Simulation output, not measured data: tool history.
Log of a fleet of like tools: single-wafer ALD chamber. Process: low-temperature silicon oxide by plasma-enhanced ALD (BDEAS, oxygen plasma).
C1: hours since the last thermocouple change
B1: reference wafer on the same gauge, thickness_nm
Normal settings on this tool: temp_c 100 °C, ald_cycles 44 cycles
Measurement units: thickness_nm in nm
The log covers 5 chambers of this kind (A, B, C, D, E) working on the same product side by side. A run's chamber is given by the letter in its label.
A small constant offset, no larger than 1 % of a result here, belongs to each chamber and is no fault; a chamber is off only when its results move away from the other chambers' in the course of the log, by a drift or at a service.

run 1E day=0.162 | temp_c=100 ald_cycles=44 | C1=622.4 | B1=5.2457 | thickness_nm=6.339
run 2B day=0.379 | temp_c=100 ald_cycles=44 | C1=794 | B1=5.2571 | thickness_nm=6.3187
run 3D day=0.533 | temp_c=100 ald_cycles=44 | C1=48.2 | B1=5.2536 | thickness_nm=6.3222
run 4A day=0.733 | temp_c=100 ald_cycles=44 | C1=786.1 | B1=5.2417 | thickness_nm=6.3329
run 5C day=0.879 | temp_c=100 ald_cycles=44 | C1=944.8 | B1=5.2573 | thickness_nm=6.2959
run 6A day=1.025 | temp_c=93 ald_cycles=50 | C1=793.1 | B1=5.2494 | thickness_nm=7.3755
run 7C day=1.212 | temp_c=93 ald_cycles=50 | C1=952.8 | B1=5.2452 | thickness_nm=7.4351
run 8E day=1.346 | temp_c=93 ald_cycles=50 | C1=650.8 | B1=5.259 | thickness_nm=7.3146
run 9D day=1.542 | temp_c=93 ald_cycles=50 | C1=72.4 | B1=5.2474 | thickness_nm=7.3598
run 10B day=1.658 | temp_c=93 ald_cycles=50 | C1=824.7 | B1=5.2491 | thickness_nm=7.3789
run 11E day=1.821 | temp_c=100 ald_cycles=44 | C1=662.2 | B1=5.251 | thickness_nm=6.2853
run 12C day=1.988 | temp_c=100 ald_cycles=44 | C1=971.4 | B1=5.2476 | thickness_nm=6.2989
run 13B day=2.096 | temp_c=100 ald_cycles=44 | C1=835.2 | B1=5.249 | thickness_nm=6.3287
run 14D day=2.238 | temp_c=111 ald_cycles=38 | C1=89.1 | B1=5.2518 | thickness_nm=5.3053
run 15A day=2.392 | temp_c=111 ald_cycles=38 | C1=825.9 | B1=5.2538 | thickness_nm=5.3202
run 16E day=2.575 | temp_c=111 ald_cycles=38 | C1=680.3 | B1=5.2561 | thickness_nm=5.3054
run 17D day=2.708 | temp_c=111 ald_cycles=38 | C1=100.4 | B1=5.2555 | thickness_nm=5.3421
run 18B day=2.821 | temp_c=111 ald_cycles=38 | C1=852.6 | B1=5.2476 | thickness_nm=5.3301
run 19A day=2.946 | temp_c=100 ald_cycles=44 | C1=839.2 | B1=5.2492 | thickness_nm=6.3097
run 20C day=3.058 | temp_c=100 ald_cycles=44 | C1=997.1 | B1=5.2501 | thickness_nm=6.2924
run 21B day=3.212 | temp_c=100 ald_cycles=44 | C1=862 | B1=5.2492 | thickness_nm=6.3467
run 22A day=3.354 | temp_c=100 ald_cycles=44 | C1=849 | B1=5.2522 | thickness_nm=6.3797
run 23C day=3.492 | temp_c=100 ald_cycles=44 | C1=1007.5 | B1=5.2552 | thickness_nm=6.2932
run 24E day=3.683 | temp_c=100 ald_cycles=44 | C1=706.9 | B1=5.2513 | thickness_nm=6.3604
run 25D day=3.892 | temp_c=100 ald_cycles=44 | C1=128.8 | B1=5.2508 | thickness_nm=6.2632
run 26C day=4.092 | temp_c=100 ald_cycles=44 | C1=1021.9 | B1=5.2534 | thickness_nm=6.302
run 27A day=4.242 | temp_c=100 ald_cycles=44 | C1=870.3 | B1=5.2415 | thickness_nm=6.3223
run 28B day=4.408 | temp_c=100 ald_cycles=44 | C1=890.7 | B1=5.2473 | thickness_nm=6.3458
run 29E day=4.579 | temp_c=100 ald_cycles=44 | C1=728.4 | B1=5.2591 | thickness_nm=6.2944
run 30D day=4.779 | temp_c=100 ald_cycles=44 | C1=150.1 | B1=5.2498 | thickness_nm=6.298
run 31E day=4.888 | temp_c=100 ald_cycles=44 | C1=735.8 | B1=5.2443 | thickness_nm=6.3349
run 32D day=5.029 | temp_c=100 ald_cycles=44 | C1=156.1 | B1=5.2528 | thickness_nm=6.3131
run 33C day=5.233 | temp_c=100 ald_cycles=44 | C1=1049.3 | B1=5.2499 | thickness_nm=6.3313
run 34B day=5.338 | temp_c=100 ald_cycles=44 | C1=913 | B1=5.2517 | thickness_nm=6.3393
run 35A day=5.512 | temp_c=100 ald_cycles=44 | C1=900.8 | B1=5.2525 | thickness_nm=6.3141
run 36E day=5.667 | temp_c=100 ald_cycles=44 | C1=754.5 | B1=5.2528 | thickness_nm=6.3162

What goes on in this fleet: one chamber off, a drifting gauge, or nothing beyond the chambers' own small offsets? Name the chamber and the cause, if any.

Beyond each chamber's small constant offset nothing stands out, and the gauge stays steady.
